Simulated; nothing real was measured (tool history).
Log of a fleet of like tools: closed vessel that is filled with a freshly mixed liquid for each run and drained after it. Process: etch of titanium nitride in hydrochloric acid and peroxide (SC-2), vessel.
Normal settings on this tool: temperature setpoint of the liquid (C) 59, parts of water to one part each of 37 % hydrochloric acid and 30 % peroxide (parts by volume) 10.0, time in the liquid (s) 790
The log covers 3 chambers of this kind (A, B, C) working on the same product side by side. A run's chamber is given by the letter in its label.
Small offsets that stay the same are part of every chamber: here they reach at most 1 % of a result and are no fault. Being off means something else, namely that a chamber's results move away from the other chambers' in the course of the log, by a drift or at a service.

run,day,temperature setpoint of the liquid (C),parts of water to one part each of 37 % hydrochloric acid and 30 % peroxide (parts by volume),time in the liquid (s),hours since the thermometer was replaced,hours since the chemicals flow meter was replaced,hours since the drum of peroxide was connected,"read-back film thickness of the titanium nitride reference wafer, read on the same gauge (nm)",thickness taken off the titanium nitride on a monitor wafer (Å)
1B,0.217,59,10.0,790,1518.6,279.6,273.8,150.01,199.76
2C,0.538,59,10.0,790,304.9,680.5,385.3,149.99,198.17
3A,0.762,59,10.0,790,263.0,339.5,210.2,149.97,196.48
4A,1.075,59,10.0,790,270.5,347.0,217.7,150.00,196.84
5C,1.342,59,10.0,790,324.2,699.8,404.6,150.00,199.27
6B,1.600,59,10.0,790,1551.8,312.8,307.0,149.95,196.55
7A,1.942,59,12.5,790,291.3,367.8,238.5,149.96,163.75
8C,2.225,59,12.5,790,345.4,721.0,425.8,149.96,160.46
9B,2.429,59,12.5,790,1571.7,332.7,326.9,149.98,167.17
10B,2.608,59,10.0,790,1576.0,337.0,331.2,150.02,198.96
11A,2.879,59,10.0,790,313.8,390.3,261.0,150.01,194.78
12C,3.071,59,10.0,790,365.7,741.3,446.1,150.02,195.48
13C,3.275,59,10.0,790,370.6,746.2,451.0,150.02,196.53
14A,3.654,59,5.0,400,332.4,408.9,279.6,150.02,168.91
15B,3.954,59,5.0,400,1608.3,369.3,363.5,150.01,172.71
16C,4.350,59,5.0,400,396.4,772.0,476.8,150.01,173.40
17A,4.696,59,10.0,790,357.4,433.9,304.6,149.99,202.32
18B,4.892,59,10.0,790,1630.8,391.8,386.0,150.03,197.37
19C,5.146,59,10.0,790,415.5,791.1,495.9,149.98,198.87
20B,5.438,59,10.0,790,1643.9,404.9,399.1,150.03,198.88
21A,5.650,59,10.0,790,380.3,456.8,327.5,149.99,203.30
22B,5.921,68,5.5,790,1655.5,416.5,410.7,149.96,555.90
23A,6.117,68,5.5,790,391.5,468.0,338.7,149.98,562.04
24C,6.433,68,5.5,790,446.4,822.0,526.8,150.04,551.37
25A,6.779,59,10.0,790,407.4,483.9,354.6,149.98,206.33
26C,7.058,59,10.0,790,461.4,837.0,541.8,149.99,196.26
# day 7.292: chamber B: new drum of peroxide connected
27B,7.317,59,10.0,790,1689.0,450.0,0.6,150.04,197.19
# day 7.396: chamber C: chemicals flow meter replaced
28A,7.588,59,10.0,790,426.8,503.3,374.0,150.02,204.31
29C,7.850,59,10.0,790,480.4,10.9,560.8,149.96,196.80
30B,8.188,59,10.0,790,1709.9,470.9,21.5,150.01,198.27

Next, all 3 chambers run the settings below, one line each with question marks for the results. What does each chamber give?
31A,8.475,59,10.0,790,,,,,?
31B,8.475,59,10.0,790,,,,,?
31C,8.475,59,10.0,790,,,,,?

run,thickness taken off the titanium nitride on a monitor wafer (Å)
31A,211.71
31B,198.87
31C,198.11

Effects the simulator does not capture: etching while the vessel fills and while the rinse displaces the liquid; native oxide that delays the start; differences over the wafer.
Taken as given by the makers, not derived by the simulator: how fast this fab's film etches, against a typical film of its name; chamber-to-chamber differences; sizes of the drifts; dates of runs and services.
